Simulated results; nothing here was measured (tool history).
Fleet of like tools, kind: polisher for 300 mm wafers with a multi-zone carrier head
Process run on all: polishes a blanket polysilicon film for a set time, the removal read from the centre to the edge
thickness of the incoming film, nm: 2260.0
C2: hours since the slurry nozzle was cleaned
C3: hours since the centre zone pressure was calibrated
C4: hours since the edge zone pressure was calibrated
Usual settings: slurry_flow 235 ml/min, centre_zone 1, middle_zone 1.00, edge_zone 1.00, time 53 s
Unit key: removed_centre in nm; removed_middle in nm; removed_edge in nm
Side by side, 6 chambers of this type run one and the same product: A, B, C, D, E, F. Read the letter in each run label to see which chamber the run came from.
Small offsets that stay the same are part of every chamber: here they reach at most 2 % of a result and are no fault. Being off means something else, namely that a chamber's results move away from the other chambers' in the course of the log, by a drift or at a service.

{"hour": 3.4, "done": "chamber E: slurry nozzle cleaned"}
{"run": "1E", "hour": 6.5, "slurry_flow": 235, "centre_zone": 1, "middle_zone": 1.0, "edge_zone": 1.0, "time": 53, "wafers polished on this pad": 836, "C2": 3.1, "C3": 123.3, "C4": 71.2, "removed_centre": 338.57, "removed_middle": 346.88, "removed_edge": 337.44}
{"run": "2C", "hour": 17.5, "slurry_flow": 235, "centre_zone": 1, "middle_zone": 1.0, "edge_zone": 1.0, "time": 53, "wafers polished on this pad": 466, "C2": 88.5, "C3": 237.1, "C4": 32.7, "removed_centre": 342.88, "removed_middle": 348.46, "removed_edge": 342.3}
{"run": "3D", "hour": 28.2, "slurry_flow": 235, "centre_zone": 1, "middle_zone": 1.0, "edge_zone": 1.0, "time": 53, "wafers polished on this pad": 1171, "C2": 175.5, "C3": 237.7, "C4": 823.7, "removed_centre": 352.16, "removed_middle": 349.55, "removed_edge": 341.59}
{"hour": 28.5, "done": "chamber E: worn pad replaced by a new one"}
{"hour": 32.6, "done": "chamber C: worn pad replaced by a new one"}
{"run": "4B", "hour": 38.7, "slurry_flow": 235, "centre_zone": 1, "middle_zone": 1.0, "edge_zone": 1.0, "time": 53, "wafers polished on this pad": 621, "C2": 739.7, "C3": 561.6, "C4": 373.9, "removed_centre": 343.82, "removed_middle": 346.85, "removed_edge": 338.88}
{"hour": 47.1, "done": "chamber B: slurry nozzle cleaned"}
{"run": "5A", "hour": 47.4, "slurry_flow": 235, "centre_zone": 1, "middle_zone": 1.0, "edge_zone": 1.0, "time": 53, "wafers polished on this pad": 336, "C2": 197.3, "C3": 288.7, "C4": 61.5, "removed_centre": 338.56, "removed_middle": 335.91, "removed_edge": 347.23}
{"run": "6F", "hour": 61.6, "slurry_flow": 235, "centre_zone": 1, "middle_zone": 1.0, "edge_zone": 1.0, "time": 53, "wafers polished on this pad": 1098, "C2": 405.4, "C3": 171.2, "C4": 595.6, "removed_centre": 342.69, "removed_middle": 337.62, "removed_edge": 345.64}
{"run": "7B", "hour": 69.9, "slurry_flow": 235, "centre_zone": 1, "middle_zone": 1.0, "edge_zone": 1.0, "time": 53, "wafers polished on this pad": 834, "C2": 22.8, "C3": 592.8, "C4": 405.1, "removed_centre": 343.22, "removed_middle": 350.25, "removed_edge": 346.8}
{"hour": 79.9, "done": "chamber D: worn pad replaced by a new one"}
{"run": "8D", "hour": 81.8, "slurry_flow": 235, "centre_zone": 1, "middle_zone": 1.05, "edge_zone": 1.06, "time": 53, "wafers polished on this pad": 13, "C2": 229.1, "C3": 291.3, "C4": 877.3, "removed_centre": 335.19, "removed_middle": 362.34, "removed_edge": 356.27}
{"run": "9C", "hour": 93.2, "slurry_flow": 235, "centre_zone": 1, "middle_zone": 1.05, "edge_zone": 1.06, "time": 53, "wafers polished on this pad": 414, "C2": 164.2, "C3": 312.8, "C4": 108.4, "removed_centre": 342.32, "removed_middle": 365.67, "removed_edge": 353.76}
{"run": "10E", "hour": 100.4, "slurry_flow": 235, "centre_zone": 1, "middle_zone": 1.05, "edge_zone": 1.06, "time": 53, "wafers polished on this pad": 491, "C2": 97.0, "C3": 217.2, "C4": 165.1, "removed_centre": 342.6, "removed_middle": 353.29, "removed_edge": 354.9}
{"run": "11A", "hour": 108.8, "slurry_flow": 235, "centre_zone": 1, "middle_zone": 1.05, "edge_zone": 1.06, "time": 53, "wafers polished on this pad": 756, "C2": 258.7, "C3": 350.1, "C4": 122.9, "removed_centre": 346.69, "removed_middle": 354.86, "removed_edge": 356.8}
{"hour": 115.9, "done": "chamber F: worn pad replaced by a new one"}
{"run": "12F", "hour": 120.9, "slurry_flow": 235, "centre_zone": 1, "middle_zone": 1.05, "edge_zone": 1.06, "time": 53, "wafers polished on this pad": 34, "C2": 464.7, "C3": 230.5, "C4": 654.9, "removed_centre": 344.7, "removed_middle": 353.93, "removed_edge": 351.72}
{"run": "13C", "hour": 128.7, "slurry_flow": 235, "centre_zone": 1, "middle_zone": 1.05, "edge_zone": 1.06, "time": 53, "wafers polished on this pad": 657, "C2": 199.7, "C3": 348.3, "C4": 143.9, "removed_centre": 344.41, "removed_middle": 353.99, "removed_edge": 352.7}
{"hour": 137.7, "done": "chamber C: worn pad replaced by a new one"}
{"run": "14A", "hour": 141.1, "slurry_flow": 235, "centre_zone": 1, "middle_zone": 1.0, "edge_zone": 1.0, "time": 53, "wafers polished on this pad": 977, "C2": 291.0, "C3": 382.4, "C4": 155.2, "removed_centre": 348.21, "removed_middle": 339.08, "removed_edge": 347.05}
{"hour": 143.1, "done": "chamber C: slurry nozzle cleaned"}
{"run": "15B", "hour": 148.6, "slurry_flow": 235, "centre_zone": 1, "middle_zone": 1.0, "edge_zone": 1.0, "time": 53, "wafers polished on this pad": 1373, "C2": 101.5, "C3": 671.5, "C4": 483.8, "removed_centre": 347.74, "removed_middle": 349.56, "removed_edge": 342.8}
{"run": "16F", "hour": 161.7, "slurry_flow": 235, "centre_zone": 1, "middle_zone": 1.0, "edge_zone": 1.0, "time": 53, "wafers polished on this pad": 313, "C2": 505.5, "C3": 271.3, "C4": 695.7, "removed_centre": 342.88, "removed_middle": 338.93, "removed_edge": 343.06}
{"run": "17E", "hour": 170.4, "slurry_flow": 235, "centre_zone": 1, "middle_zone": 1.0, "edge_zone": 1.0, "time": 53, "wafers polished on this pad": 970, "C2": 167.0, "C3": 287.2, "C4": 235.1, "removed_centre": 352.18, "removed_middle": 339.75, "removed_edge": 345.19}
{"run": "18D", "hour": 178.4, "slurry_flow": 260, "centre_zone": 1, "middle_zone": 1.0, "edge_zone": 0.91, "time": 53, "wafers polished on this pad": 673, "C2": 325.7, "C3": 387.9, "C4": 973.9, "removed_centre": 352.17, "removed_middle": 345.91, "removed_edge": 332.72}
{"run": "19C", "hour": 185.7, "slurry_flow": 260, "centre_zone": 1, "middle_zone": 1.0, "edge_zone": 0.91, "time": 53, "wafers polished on this pad": 328, "C2": 42.7, "C3": 405.3, "C4": 200.9, "removed_centre": 348.03, "removed_middle": 346.84, "removed_edge": 331.31}
{"hour": 187.3, "done": "chamber A: worn pad replaced by a new one"}
{"run": "20E", "hour": 195.4, "slurry_flow": 260, "centre_zone": 1, "middle_zone": 1.0, "edge_zone": 0.91, "time": 53, "wafers polished on this pad": 1141, "C2": 192.0, "C3": 312.2, "C4": 260.1, "removed_centre": 349.51, "removed_middle": 346.59, "removed_edge": 328.12}
{"hour": 198.7, "done": "chamber E: worn pad replaced by a new one"}
{"run": "21D", "hour": 209.2, "slurry_flow": 260, "centre_zone": 1, "middle_zone": 1.0, "edge_zone": 0.91, "time": 53, "wafers polished on this pad": 884, "C2": 356.5, "C3": 418.7, "C4": 1004.7, "removed_centre": 344.16, "removed_middle": 350.17, "removed_edge": 331.27}
{"hour": 209.4, "done": "chamber E: centre zone pressure recalibrated"}
{"run": "22F", "hour": 222.0, "slurry_flow": 260, "centre_zone": 1, "middle_zone": 1.0, "edge_zone": 0.91, "time": 53, "wafers polished on this pad": 726, "C2": 565.8, "C3": 331.6, "C4": 756.0, "removed_centre": 349.63, "removed_middle": 347.64, "removed_edge": 330.08}
{"run": "23A", "hour": 233.3, "slurry_flow": 260, "centre_zone": 1, "middle_zone": 1.0, "edge_zone": 0.91, "time": 53, "wafers polished on this pad": 315, "C2": 383.2, "C3": 474.6, "C4": 247.4, "removed_centre": 342.15, "removed_middle": 339.73, "removed_edge": 332.85}
{"hour": 234.4, "done": "chamber C: worn pad replaced by a new one"}
{"run": "24B", "hour": 246.1, "slurry_flow": 235, "centre_zone": 1, "middle_zone": 1.0, "edge_zone": 1.0, "time": 53, "wafers polished on this pad": 2040, "C2": 199.0, "C3": 769.0, "C4": 581.3, "removed_centre": 336.7, "removed_middle": 338.19, "removed_edge": 335.45}
{"hour": 246.9, "done": "chamber D: centre zone pressure recalibrated"}
{"run": "25F", "hour": 252.7, "slurry_flow": 235, "centre_zone": 1, "middle_zone": 1.0, "edge_zone": 1.0, "time": 53, "wafers polished on this pad": 936, "C2": 596.5, "C3": 362.3, "C4": 786.7, "removed_centre": 345.16, "removed_middle": 341.13, "removed_edge": 341.41}
{"hour": 254.1, "done": "chamber E: slurry nozzle cleaned"}
{"hour": 259.2, "done": "chamber D: worn pad replaced by a new one"}
{"run": "26D", "hour": 263.4, "slurry_flow": 175, "centre_zone": 1, "middle_zone": 1.0, "edge_zone": 1.0, "time": 61, "wafers polished on this pad": 28, "C2": 410.7, "C3": 16.6, "C4": 1058.9, "removed_centre": 379.21, "removed_middle": 389.19, "removed_edge": 385.56}
{"run": "27C", "hour": 273.2, "slurry_flow": 175, "centre_zone": 1, "middle_zone": 1.0, "edge_zone": 1.0, "time": 61, "wafers polished on this pad": 266, "C2": 130.2, "C3": 492.8, "C4": 288.4, "removed_centre": 373.27, "removed_middle": 373.27, "removed_edge": 383.87}
{"run": "28E", "hour": 285.3, "slurry_flow": 175, "centre_zone": 1, "middle_zone": 1.0, "edge_zone": 1.0, "time": 61, "wafers polished on this pad": 592, "C2": 31.2, "C3": 75.9, "C4": 350.0, "removed_centre": 382.57, "removed_middle": 378.98, "removed_edge": 384.51}
{"run": "29A", "hour": 297.5, "slurry_flow": 175, "centre_zone": 1, "middle_zone": 1.0, "edge_zone": 1.0, "time": 61, "wafers polished on this pad": 754, "C2": 447.4, "C3": 538.8, "C4": 311.6, "removed_centre": 380.08, "removed_middle": 370.74, "removed_edge": 391.23}
{"hour": 302.6, "done": "chamber F: worn pad replaced by a new one"}
{"run": "30B", "hour": 308.4, "slurry_flow": 175, "centre_zone": 1, "middle_zone": 1.0, "edge_zone": 1.0, "time": 61, "wafers polished on this pad": 2466, "C2": 261.3, "C3": 831.3, "C4": 643.6, "removed_centre": 360.87, "removed_middle": 365.21, "removed_edge": 364.35}
{"run": "31C", "hour": 319.3, "slurry_flow": 175, "centre_zone": 1, "middle_zone": 1.0, "edge_zone": 1.0, "time": 61, "wafers polished on this pad": 581, "C2": 176.3, "C3": 538.9, "C4": 334.5, "removed_centre": 379.3, "removed_middle": 375.38, "removed_edge": 379.11}
{"run": "32F", "hour": 328.7, "slurry_flow": 235, "centre_zone": 1, "middle_zone": 1.0, "edge_zone": 1.0, "time": 53, "wafers polished on this pad": 178, "C2": 672.5, "C3": 438.3, "C4": 862.7, "removed_centre": 338.6, "removed_middle": 345.87, "removed_edge": 345.38}
{"hour": 332.3, "done": "chamber F: centre zone pressure recalibrated"}
{"hour": 337.0, "done": "chamber C: worn pad replaced by a new one"}
{"run": "33E", "hour": 337.8, "slurry_flow": 235, "centre_zone": 1, "middle_zone": 1.0, "edge_zone": 1.0, "time": 53, "wafers polished on this pad": 951, "C2": 83.7, "C3": 128.4, "C4": 402.5, "removed_centre": 351.93, "removed_middle": 338.62, "removed_edge": 339.69}
{"hour": 343.9, "done": "chamber E: worn pad replaced by a new one"}
{"run": "34B", "hour": 348.3, "slurry_flow": 235, "centre_zone": 1, "middle_zone": 1.0, "edge_zone": 1.0, "time": 53, "wafers polished on this pad": 2739, "C2": 301.2, "C3": 871.2, "C4": 683.5, "removed_centre": 325.46, "removed_middle": 327.12, "removed_edge": 326.89}
{"run": "35A", "hour": 359.5, "slurry_flow": 235, "centre_zone": 1, "middle_zone": 1.0, "edge_zone": 1.0, "time": 53, "wafers polished on this pad": 1178, "C2": 509.4, "C3": 600.8, "C4": 373.6, "removed_centre": 341.2, "removed_middle": 335.84, "removed_edge": 345.84}
{"hour": 367.6, "done": "chamber B: centre zone pressure recalibrated"}
{"run": "36D", "hour": 370.3, "slurry_flow": 235, "centre_zone": 1, "middle_zone": 1.0, "edge_zone": 1.0, "time": 53, "wafers polished on this pad": 760, "C2": 517.6, "C3": 123.5, "C4": 1165.8, "removed_centre": 340.12, "removed_middle": 349.41, "removed_edge": 344.43}
{"run": "37C", "hour": 382.9, "slurry_flow": 235, "centre_zone": 1, "middle_zone": 1.0, "edge_zone": 1.0, "time": 53, "wafers polished on this pad": 314, "C2": 239.9, "C3": 602.5, "C4": 398.1, "removed_centre": 338.31, "removed_middle": 341.11, "removed_edge": 341.65}
{"run": "38E", "hour": 395.9, "slurry_flow": 235, "centre_zone": 1, "middle_zone": 1.0, "edge_zone": 1.0, "time": 53, "wafers polished on this pad": 355, "C2": 141.8, "C3": 186.5, "C4": 460.6, "removed_centre": 337.06, "removed_middle": 344.12, "removed_edge": 342.35}
{"run": "39A", "hour": 409.6, "slurry_flow": 235, "centre_zone": 1, "middle_zone": 1.0, "edge_zone": 1.0, "time": 53, "wafers polished on this pad": 1521, "C2": 559.5, "C3": 650.9, "C4": 423.7, "removed_centre": 345.9, "removed_middle": 343.16, "removed_edge": 341.83}
{"hour": 409.9, "done": "chamber A: worn pad replaced by a new one"}
{"run": "40F", "hour": 418.7, "slurry_flow": 235, "centre_zone": 1, "middle_zone": 1.0, "edge_zone": 1.0, "time": 53, "wafers polished on this pad": 794, "C2": 762.5, "C3": 86.4, "C4": 952.7, "removed_centre": 333.48, "removed_middle": 348.98, "removed_edge": 342.17}
{"hour": 426.3, "done": "chamber A: slurry nozzle cleaned"}
{"run": "41B", "hour": 429.2, "slurry_flow": 235, "centre_zone": 1, "middle_zone": 1.0, "edge_zone": 1.0, "time": 53, "wafers polished on this pad": 3292, "C2": 382.1, "C3": 61.6, "C4": 764.4, "removed_centre": 322.45, "removed_middle": 322.26, "removed_edge": 315.77}
{"run": "42D", "hour": 441.3, "slurry_flow": 235, "centre_zone": 1, "middle_zone": 1.0, "edge_zone": 1.0, "time": 53, "wafers polished on this pad": 1245, "C2": 588.6, "C3": 194.5, "C4": 1236.8, "removed_centre": 338.06, "removed_middle": 339.67, "removed_edge": 341.02}
{"run": "43B", "hour": 450.5, "slurry_flow": 235, "centre_zone": 1, "middle_zone": 1.0, "edge_zone": 1.0, "time": 63, "wafers polished on this pad": 3438, "C2": 403.4, "C3": 82.9, "C4": 785.7, "removed_centre": 371.85, "removed_middle": 383.61, "removed_edge": 372.88}
{"run": "44A", "hour": 462.1, "slurry_flow": 235, "centre_zone": 1, "middle_zone": 1.0, "edge_zone": 1.0, "time": 63, "wafers polished on this pad": 357, "C2": 35.8, "C3": 703.4, "C4": 476.2, "removed_centre": 399.62, "removed_middle": 403.5, "removed_edge": 412.93}

Decide between three cases: one chamber stands off from its peers, the gauge reading all wafers drifts, or nothing is wrong past each chamber's small offset. Where a chamber is off, say which and what most likely put it there.

Chamber B drifts away from the others.
Most likely cause: removal rate lost through wear of the pad, % = 9.31.

Which of the 4 candidates below, each the usual settings with something changed and its results left as question marks, puts chamber B back in line with what the other chambers give on the usual settings?
Allowed miss from the other chambers' usual-settings mean, per result, to count as in line: removed_centre 15.00 nm; removed_middle 14.00 nm; removed_edge 9.60 nm
{"run": "45B-1", "hour": 472.3, "slurry_flow": 235, "centre_zone": 1, "middle_zone": 1.01, "edge_zone": 0.99, "time": 51, "removed_centre": "?", "removed_middle": "?", "removed_edge": "?"}
{"run": "45B-2", "hour": 472.3, "slurry_flow": 235, "centre_zone": 1, "middle_zone": 0.99, "edge_zone": 1.01, "time": 55, "removed_centre": "?", "removed_middle": "?", "removed_edge": "?"}
{"run": "45B-3", "hour": 472.3, "slurry_flow": 235, "centre_zone": 1, "middle_zone": 0.98, "edge_zone": 1.02, "time": 58, "removed_centre": "?", "removed_middle": "?", "removed_edge": "?"}
{"run": "45B-4", "hour": 472.3, "slurry_flow": 235, "centre_zone": 1, "middle_zone": 1.02, "edge_zone": 0.98, "time": 48, "removed_centre": "?", "removed_middle": "?", "removed_edge": "?"}

The mean the other chambers reach with the usual settings: removed_centre 342.68 nm; removed_middle 341.58 nm; removed_edge 344.06 nm
run=45B-1 removed_centre=301.28 removed_middle=308.22 removed_edge=294.61
run=45B-2 removed_centre=324.86 removed_middle=326.37 removed_edge=321.11
run=45B-3 removed_centre=342.55 removed_middle=341.00 removed_edge=340.42
run=45B-4 removed_centre=283.58 removed_middle=292.72 removed_edge=275.80
With 45B-3, the chamber falls back in line with the rest.
